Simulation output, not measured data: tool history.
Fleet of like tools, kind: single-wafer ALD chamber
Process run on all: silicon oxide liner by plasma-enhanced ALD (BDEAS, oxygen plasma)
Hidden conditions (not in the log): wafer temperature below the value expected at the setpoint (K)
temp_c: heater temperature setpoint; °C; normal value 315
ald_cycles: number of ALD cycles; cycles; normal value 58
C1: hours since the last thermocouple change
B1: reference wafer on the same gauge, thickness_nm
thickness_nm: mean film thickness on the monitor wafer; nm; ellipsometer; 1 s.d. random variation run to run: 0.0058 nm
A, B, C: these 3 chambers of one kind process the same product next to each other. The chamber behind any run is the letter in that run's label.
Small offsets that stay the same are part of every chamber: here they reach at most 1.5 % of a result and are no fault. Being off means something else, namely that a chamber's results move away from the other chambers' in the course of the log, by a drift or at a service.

{"run": "1B", "day": 0.3, "temp_c": 315, "ald_cycles": 58, "C1": 568.3, "B1": 5.629, "thickness_nm": 5.3474}
{"run": "2C", "day": 0.725, "temp_c": 315, "ald_cycles": 58, "C1": 947.3, "B1": 5.6295, "thickness_nm": 5.2922}
{"run": "3A", "day": 1.379, "temp_c": 315, "ald_cycles": 58, "C1": 1239.7, "B1": 5.626, "thickness_nm": 5.2751}
{"run": "4B", "day": 1.808, "temp_c": 315, "ald_cycles": 58, "C1": 604.5, "B1": 5.6256, "thickness_nm": 5.3403}
{"run": "5A", "day": 2.108, "temp_c": 315, "ald_cycles": 58, "C1": 1257.2, "B1": 5.6247, "thickness_nm": 5.2672}
{"run": "6C", "day": 2.671, "temp_c": 308, "ald_cycles": 65, "C1": 994.0, "B1": 5.6229, "thickness_nm": 5.9903}
{"run": "7B", "day": 2.988, "temp_c": 308, "ald_cycles": 65, "C1": 632.8, "B1": 5.6242, "thickness_nm": 6.0407}
{"run": "8C", "day": 3.362, "temp_c": 308, "ald_cycles": 65, "C1": 1010.6, "B1": 5.6211, "thickness_nm": 5.9781}
{"run": "9A", "day": 3.925, "temp_c": 315, "ald_cycles": 58, "C1": 1300.8, "B1": 5.6181, "thickness_nm": 5.2762}
{"run": "10C", "day": 4.508, "temp_c": 315, "ald_cycles": 58, "C1": 1038.1, "B1": 5.6182, "thickness_nm": 5.2772}
{"run": "11A", "day": 5.021, "temp_c": 310, "ald_cycles": 58, "C1": 1327.1, "B1": 5.6146, "thickness_nm": 5.3053}
{"run": "12B", "day": 5.367, "temp_c": 310, "ald_cycles": 58, "C1": 689.9, "B1": 5.6175, "thickness_nm": 5.3771}
{"run": "13B", "day": 5.742, "temp_c": 310, "ald_cycles": 58, "C1": 698.9, "B1": 5.6145, "thickness_nm": 5.3768}
{"run": "14C", "day": 6.325, "temp_c": 315, "ald_cycles": 58, "C1": 1081.7, "B1": 5.6134, "thickness_nm": 5.2783}
{"run": "15A", "day": 6.704, "temp_c": 315, "ald_cycles": 58, "C1": 1367.5, "B1": 5.6123, "thickness_nm": 5.259}
{"run": "16C", "day": 7.346, "temp_c": 315, "ald_cycles": 58, "C1": 1106.2, "B1": 5.6123, "thickness_nm": 5.2733}
{"run": "17B", "day": 7.654, "temp_c": 315, "ald_cycles": 58, "C1": 744.8, "B1": 5.6109, "thickness_nm": 5.3299}
{"run": "18A", "day": 8.183, "temp_c": 315, "ald_cycles": 58, "C1": 1403.0, "B1": 5.6094, "thickness_nm": 5.2527}
{"run": "19A", "day": 8.704, "temp_c": 315, "ald_cycles": 58, "C1": 1415.5, "B1": 5.6071, "thickness_nm": 5.2604}
{"run": "20B", "day": 9.208, "temp_c": 315, "ald_cycles": 58, "C1": 782.1, "B1": 5.6037, "thickness_nm": 5.3196}
{"run": "21C", "day": 9.55, "temp_c": 315, "ald_cycles": 58, "C1": 1159.1, "B1": 5.6064, "thickness_nm": 5.2811}

Is one chamber out of step, is the gauge drifting, or do the chambers differ by no more than their own small offsets? For an off chamber, give its letter and the likeliest cause.

Gauge drift. The chambers move together only on paper, and none stands off.
Likeliest cause: gauge reads low (%) = 0.465.
